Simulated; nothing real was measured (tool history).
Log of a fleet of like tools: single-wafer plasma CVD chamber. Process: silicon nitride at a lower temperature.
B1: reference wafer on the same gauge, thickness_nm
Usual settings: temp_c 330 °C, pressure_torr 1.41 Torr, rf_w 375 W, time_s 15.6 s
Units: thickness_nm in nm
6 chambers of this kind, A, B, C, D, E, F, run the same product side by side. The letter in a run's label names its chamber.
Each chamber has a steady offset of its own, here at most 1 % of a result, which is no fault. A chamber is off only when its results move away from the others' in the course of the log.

{"hour": 0.3, "done": "chamber C: capacitance manometer re-zeroed and calibrated"}
{"run": "1B", "hour": 5.9, "temp_c": 330, "pressure_torr": 1.41, "rf_w": 375, "time_s": 15.6, "B1": 24.501, "thickness_nm": 20.559}
{"run": "2A", "hour": 16.6, "temp_c": 330, "pressure_torr": 1.41, "rf_w": 375, "time_s": 15.6, "B1": 24.527, "thickness_nm": 20.55}
{"hour": 17.4, "done": "chamber D: thermocouple changed; heater temperature recalibrated"}
{"run": "3D", "hour": 29.8, "temp_c": 330, "pressure_torr": 1.41, "rf_w": 375, "time_s": 15.6, "B1": 24.491, "thickness_nm": 20.436}
{"run": "4F", "hour": 37.3, "temp_c": 330, "pressure_torr": 1.41, "rf_w": 375, "time_s": 15.6, "B1": 24.513, "thickness_nm": 20.508}
{"run": "5C", "hour": 48.8, "temp_c": 330, "pressure_torr": 1.41, "rf_w": 375, "time_s": 14.3, "B1": 24.503, "thickness_nm": 18.85}
{"run": "6E", "hour": 60.6, "temp_c": 330, "pressure_torr": 1.41, "rf_w": 375, "time_s": 14.3, "B1": 24.514, "thickness_nm": 18.838}
{"run": "7E", "hour": 68.0, "temp_c": 330, "pressure_torr": 1.41, "rf_w": 375, "time_s": 14.3, "B1": 24.514, "thickness_nm": 18.793}
{"run": "8F", "hour": 75.7, "temp_c": 330, "pressure_torr": 1.41, "rf_w": 375, "time_s": 14.3, "B1": 24.517, "thickness_nm": 18.872}
{"run": "9A", "hour": 86.8, "temp_c": 330, "pressure_torr": 1.41, "rf_w": 375, "time_s": 14.3, "B1": 24.496, "thickness_nm": 18.897}
{"run": "10B", "hour": 98.9, "temp_c": 330, "pressure_torr": 1.41, "rf_w": 375, "time_s": 14.3, "B1": 24.489, "thickness_nm": 18.864}
{"run": "11C", "hour": 111.0, "temp_c": 330, "pressure_torr": 1.41, "rf_w": 375, "time_s": 15.6, "B1": 24.514, "thickness_nm": 20.631}
{"run": "12D", "hour": 120.3, "temp_c": 330, "pressure_torr": 1.41, "rf_w": 375, "time_s": 15.6, "B1": 24.48, "thickness_nm": 20.491}
{"run": "13A", "hour": 131.1, "temp_c": 330, "pressure_torr": 1.41, "rf_w": 375, "time_s": 15.6, "B1": 24.529, "thickness_nm": 20.438}
{"hour": 132.4, "done": "chamber C: RF generator calibrated"}
{"run": "14F", "hour": 137.5, "temp_c": 330, "pressure_torr": 1.18, "rf_w": 375, "time_s": 15.6, "B1": 24.466, "thickness_nm": 19.57}
{"run": "15E", "hour": 147.0, "temp_c": 330, "pressure_torr": 1.18, "rf_w": 375, "time_s": 15.6, "B1": 24.49, "thickness_nm": 19.608}
{"run": "16C", "hour": 154.3, "temp_c": 330, "pressure_torr": 1.18, "rf_w": 375, "time_s": 15.6, "B1": 24.506, "thickness_nm": 19.586}
{"run": "17D", "hour": 167.3, "temp_c": 330, "pressure_torr": 1.18, "rf_w": 375, "time_s": 15.6, "B1": 24.509, "thickness_nm": 19.463}
{"run": "18B", "hour": 173.2, "temp_c": 330, "pressure_torr": 1.18, "rf_w": 375, "time_s": 15.6, "B1": 24.508, "thickness_nm": 19.347}
{"hour": 177.6, "done": "chamber E: capacitance manometer re-zeroed and calibrated"}
{"run": "19C", "hour": 186.5, "temp_c": 330, "pressure_torr": 1.18, "rf_w": 375, "time_s": 15.6, "B1": 24.504, "thickness_nm": 19.544}
{"hour": 189.2, "done": "chamber C: thermocouple changed; heater temperature recalibrated"}
{"run": "20A", "hour": 199.0, "temp_c": 330, "pressure_torr": 1.41, "rf_w": 375, "time_s": 15.6, "B1": 24.513, "thickness_nm": 20.618}
{"run": "21B", "hour": 209.0, "temp_c": 330, "pressure_torr": 1.41, "rf_w": 375, "time_s": 15.6, "B1": 24.493, "thickness_nm": 20.61}
{"run": "22E", "hour": 215.1, "temp_c": 330, "pressure_torr": 1.41, "rf_w": 375, "time_s": 15.6, "B1": 24.501, "thickness_nm": 20.599}
{"run": "23F", "hour": 223.4, "temp_c": 330, "pressure_torr": 1.41, "rf_w": 375, "time_s": 15.6, "B1": 24.495, "thickness_nm": 20.479}
{"hour": 226.7, "done": "chamber E: RF generator calibrated"}
{"run": "24D", "hour": 230.6, "temp_c": 330, "pressure_torr": 1.14, "rf_w": 375, "time_s": 15.6, "B1": 24.5, "thickness_nm": 19.356}
{"run": "25E", "hour": 239.2, "temp_c": 330, "pressure_torr": 1.14, "rf_w": 375, "time_s": 15.6, "B1": 24.499, "thickness_nm": 19.644}
{"hour": 240.7, "done": "chamber F: RF generator calibrated"}
{"run": "26C", "hour": 245.2, "temp_c": 330, "pressure_torr": 1.14, "rf_w": 375, "time_s": 15.6, "B1": 24.5, "thickness_nm": 19.508}
{"run": "27B", "hour": 252.9, "temp_c": 330, "pressure_torr": 1.14, "rf_w": 375, "time_s": 15.6, "B1": 24.503, "thickness_nm": 19.49}
{"run": "28A", "hour": 259.3, "temp_c": 330, "pressure_torr": 1.14, "rf_w": 375, "time_s": 15.6, "B1": 24.491, "thickness_nm": 19.505}
{"run": "29F", "hour": 266.5, "temp_c": 330, "pressure_torr": 1.14, "rf_w": 375, "time_s": 15.6, "B1": 24.505, "thickness_nm": 19.393}
{"run": "30D", "hour": 274.1, "temp_c": 330, "pressure_torr": 1.41, "rf_w": 375, "time_s": 15.6, "B1": 24.501, "thickness_nm": 20.324}
{"run": "31B", "hour": 280.4, "temp_c": 330, "pressure_torr": 1.41, "rf_w": 375, "time_s": 15.6, "B1": 24.478, "thickness_nm": 20.658}
{"run": "32D", "hour": 293.0, "temp_c": 330, "pressure_torr": 1.41, "rf_w": 375, "time_s": 15.6, "B1": 24.483, "thickness_nm": 20.357}
{"run": "33C", "hour": 299.7, "temp_c": 330, "pressure_torr": 1.41, "rf_w": 375, "time_s": 15.6, "B1": 24.5, "thickness_nm": 20.643}
{"run": "34A", "hour": 306.7, "temp_c": 330, "pressure_torr": 1.15, "rf_w": 375, "time_s": 14.7, "B1": 24.487, "thickness_nm": 18.277}
{"run": "35F", "hour": 315.9, "temp_c": 330, "pressure_torr": 1.15, "rf_w": 375, "time_s": 14.7, "B1": 24.514, "thickness_nm": 18.205}
{"run": "36E", "hour": 323.5, "temp_c": 330, "pressure_torr": 1.15, "rf_w": 375, "time_s": 14.7, "B1": 24.489, "thickness_nm": 18.367}
{"run": "37B", "hour": 332.6, "temp_c": 330, "pressure_torr": 1.15, "rf_w": 375, "time_s": 14.7, "B1": 24.512, "thickness_nm": 18.491}

What goes on in this fleet: one chamber off, a drifting gauge, or nothing beyond the chambers' own small offsets? Name the chamber and the cause, if any.

No chamber stands off beyond its own small offset, and the gauge holds steady.
